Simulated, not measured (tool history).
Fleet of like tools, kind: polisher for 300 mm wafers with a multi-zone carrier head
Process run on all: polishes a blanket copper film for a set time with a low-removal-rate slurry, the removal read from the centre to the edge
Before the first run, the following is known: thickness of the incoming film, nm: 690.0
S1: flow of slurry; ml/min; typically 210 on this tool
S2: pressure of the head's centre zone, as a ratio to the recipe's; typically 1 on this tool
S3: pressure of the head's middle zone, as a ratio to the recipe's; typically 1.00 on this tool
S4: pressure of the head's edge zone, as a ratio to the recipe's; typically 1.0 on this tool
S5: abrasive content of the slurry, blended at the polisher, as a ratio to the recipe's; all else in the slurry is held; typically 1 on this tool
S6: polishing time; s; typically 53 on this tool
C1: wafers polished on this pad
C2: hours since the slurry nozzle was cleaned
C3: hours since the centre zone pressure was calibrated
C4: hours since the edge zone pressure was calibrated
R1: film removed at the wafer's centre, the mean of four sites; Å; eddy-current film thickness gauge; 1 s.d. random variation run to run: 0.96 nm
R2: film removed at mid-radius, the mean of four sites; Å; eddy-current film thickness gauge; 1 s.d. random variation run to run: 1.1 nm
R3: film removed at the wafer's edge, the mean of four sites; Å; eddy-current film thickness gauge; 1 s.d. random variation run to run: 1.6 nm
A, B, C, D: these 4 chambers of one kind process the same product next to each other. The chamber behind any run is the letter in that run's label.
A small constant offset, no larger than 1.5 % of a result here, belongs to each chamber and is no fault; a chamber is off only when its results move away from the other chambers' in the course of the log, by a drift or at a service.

run 1C hour=2.4 | S1=210 S2=1 S3=1.00 S4=1.0 S5=1 S6=53 | C1=235 C2=117.7 C3=1177.4 C4=1108.6 | R1=1230.2 R2=1266.1 R3=1203.4
run 2B hour=6.8 | S1=210 S2=1 S3=1.00 S4=1.0 S5=1 S6=53 | C1=207 C2=225.6 C3=206.2 C4=531.7 | R1=1237.3 R2=1223.2 R3=1249.5
run 3D hour=10.2 | S1=210 S2=1 S3=1.00 S4=1.0 S5=1 S6=53 | C1=556 C2=258.6 C3=1095.6 C4=217.2 | R1=1231.5 R2=1246.2 R3=1195.0
run 4A hour=13.6 | S1=210 S2=1 S3=1.00 S4=1.0 S5=1 S6=53 | C1=699 C2=145.0 C3=289.1 C4=431.4 | R1=1243.7 R2=1239.2 R3=1218.3
run 5D hour=18.3 | S1=210 S2=1 S3=1.00 S4=1.0 S5=1 S6=53 | C1=616 C2=266.7 C3=1103.7 C4=225.3 | R1=1227.3 R2=1256.7 R3=1236.1
run 6A hour=21.6 | S1=210 S2=1 S3=1.00 S4=1.0 S5=1 S6=53 | C1=759 C2=153.0 C3=297.1 C4=439.4 | R1=1248.9 R2=1227.0 R3=1230.5
run 7B hour=26.8 | S1=210 S2=1 S3=1.00 S4=1.0 S5=1 S6=53 | C1=357 C2=245.6 C3=226.2 C4=551.7 | R1=1243.3 R2=1221.5 R3=1212.9
run 8C hour=29.8 | S1=210 S2=1 S3=1.00 S4=1.0 S5=1 S6=53 | C1=440 C2=145.1 C3=1204.8 C4=1136.0 | R1=1230.1 R2=1236.7 R3=1203.3
run 9D hour=33.1 | S1=210 S2=1 S3=1.00 S4=1.0 S5=1 S6=53 | C1=727 C2=281.5 C3=1118.5 C4=240.1 | R1=1234.3 R2=1237.7 R3=1233.9
run 10A hour=36.0 | S1=210 S2=1 S3=1.00 S4=1.0 S5=1 S6=53 | C1=867 C2=167.4 C3=311.5 C4=453.8 | R1=1240.0 R2=1205.7 R3=1233.0
run 11B hour=41.0 | S1=210 S2=1 S3=1.00 S4=1.0 S5=1 S6=53 | C1=463 C2=259.8 C3=240.4 C4=565.9 | R1=1256.6 R2=1216.3 R3=1234.4
run 12C hour=45.5 | S1=210 S2=1 S3=1.00 S4=1.0 S5=1 S6=53 | C1=558 C2=160.8 C3=1220.5 C4=1151.7 | R1=1229.3 R2=1259.5 R3=1214.5
run 13B hour=50.6 | S1=210 S2=1 S3=1.00 S4=1.0 S5=1 S6=53 | C1=535 C2=269.4 C3=250.0 C4=575.5 | R1=1232.3 R2=1206.3 R3=1204.1
run 14D hour=54.1 | S1=210 S2=1 S3=1.00 S4=1.0 S5=1 S6=69 | C1=885 C2=302.5 C3=1139.5 C4=261.1 | R1=1602.9 R2=1622.5 R3=1618.7
-- hour=56.3 chamber A: worn pad replaced by a new one
run 15A hour=59.4 | S1=210 S2=1 S3=1.00 S4=1.0 S5=1 S6=69 | C1=23 C2=190.8 C3=334.9 C4=477.2 | R1=1606.7 R2=1566.6 R3=1602.4
run 16C hour=62.7 | S1=210 S2=1 S3=1.00 S4=1.0 S5=1 S6=69 | C1=687 C2=178.0 C3=1237.7 C4=1168.9 | R1=1597.6 R2=1613.5 R3=1553.8
run 17A hour=66.0 | S1=210 S2=1 S3=1.00 S4=1.0 S5=1 S6=69 | C1=72 C2=197.4 C3=341.5 C4=483.8 | R1=1598.0 R2=1593.9 R3=1669.3
run 18B hour=70.9 | S1=210 S2=1 S3=1.00 S4=1.0 S5=1 S6=53 | C1=687 C2=289.7 C3=270.3 C4=595.8 | R1=1222.7 R2=1247.2 R3=1193.4
run 19C hour=74.5 | S1=210 S2=1 S3=1.00 S4=1.0 S5=1 S6=63 | C1=776 C2=189.8 C3=1249.5 C4=1180.7 | R1=1464.5 R2=1497.2 R3=1422.6
-- hour=76.7 chamber B: worn pad replaced by a new one
run 20D hour=79.3 | S1=210 S2=1 S3=1.00 S4=1.0 S5=1 S6=63 | C1=1074 C2=327.7 C3=1164.7 C4=286.3 | R1=1448.9 R2=1476.1 R3=1496.2
run 21A hour=82.9 | S1=210 S2=1 S3=1.00 S4=1.0 S5=1 S6=63 | C1=199 C2=214.3 C3=358.4 C4=500.7 | R1=1460.6 R2=1438.7 R3=1450.0
run 22D hour=86.9 | S1=210 S2=1 S3=1.00 S4=1.0 S5=1 S6=63 | C1=1131 C2=335.3 C3=1172.3 C4=293.9 | R1=1464.8 R2=1468.9 R3=1458.1
run 23C hour=91.6 | S1=210 S2=1 S3=1.00 S4=1.0 S5=1 S6=53 | C1=904 C2=206.9 C3=1266.6 C4=1197.8 | R1=1222.9 R2=1234.9 R3=1225.1
run 24B hour=96.2 | S1=210 S2=1 S3=1.00 S4=1.0 S5=1 S6=53 | C1=146 C2=315.0 C3=295.6 C4=621.1 | R1=1234.2 R2=1220.3 R3=1223.0
run 25A hour=100.6 | S1=260 S2=1 S3=1.00 S4=1.0 S5=1 S6=53 | C1=332 C2=232.0 C3=376.1 C4=518.4 | R1=1268.6 R2=1263.4 R3=1244.1
run 26D hour=104.0 | S1=260 S2=1 S3=1.00 S4=1.0 S5=1 S6=53 | C1=1259 C2=352.4 C3=1189.4 C4=311.0 | R1=1261.2 R2=1263.3 R3=1262.3
run 27B hour=107.6 | S1=260 S2=1 S3=1.00 S4=1.0 S5=1 S6=53 | C1=231 C2=326.4 C3=307.0 C4=632.5 | R1=1253.6 R2=1238.6 R3=1249.4
-- hour=110.3 chamber D: worn pad replaced by a new one
run 28C hour=110.3 | S1=260 S2=1 S3=1.00 S4=1.0 S5=1 S6=53 | C1=1044 C2=225.6 C3=1285.3 C4=1216.5 | R1=1282.6 R2=1248.0 R3=1241.4
run 29D hour=115.2 | S1=210 S2=1 S3=1.00 S4=1.0 S5=1 S6=53 | C1=37 C2=363.6 C3=1200.6 C4=322.2 | R1=1234.4 R2=1242.9 R3=1221.0
run 30B hour=117.5 | S1=210 S2=1 S3=1.00 S4=1.1 S5=1 S6=71 | C1=306 C2=336.3 C3=316.9 C4=642.4 | R1=1655.1 R2=1639.2 R3=1754.9
run 31A hour=121.9 | S1=210 S2=1 S3=1.00 S4=1.1 S5=1 S6=71 | C1=491 C2=253.3 C3=397.4 C4=539.7 | R1=1671.6 R2=1638.4 R3=1744.6

All chambers now run identical settings, listed one chamber a line with results as question marks. What results will each chamber show?
run 32A hour=125.8 | S1=210 S2=1 S3=1.04 S4=1.0 S5=1 S6=53 | R1=? R2=? R3=?
run 32B hour=125.8 | S1=210 S2=1 S3=1.04 S4=1.0 S5=1 S6=53 | R1=? R2=? R3=?
run 32C hour=125.8 | S1=210 S2=1 S3=1.04 S4=1.0 S5=1 S6=53 | R1=? R2=? R3=?
run 32D hour=125.8 | S1=210 S2=1 S3=1.04 S4=1.0 S5=1 S6=53 | R1=? R2=? R3=?

run=32A R1=1256.4 R2=1260.5 R3=1247.4
run=32B R1=1238.3 R2=1278.4 R3=1253.0
run=32C R1=1240.3 R2=1259.8 R3=1172.9
run=32D R1=1234.6 R2=1293.2 R3=1212.3
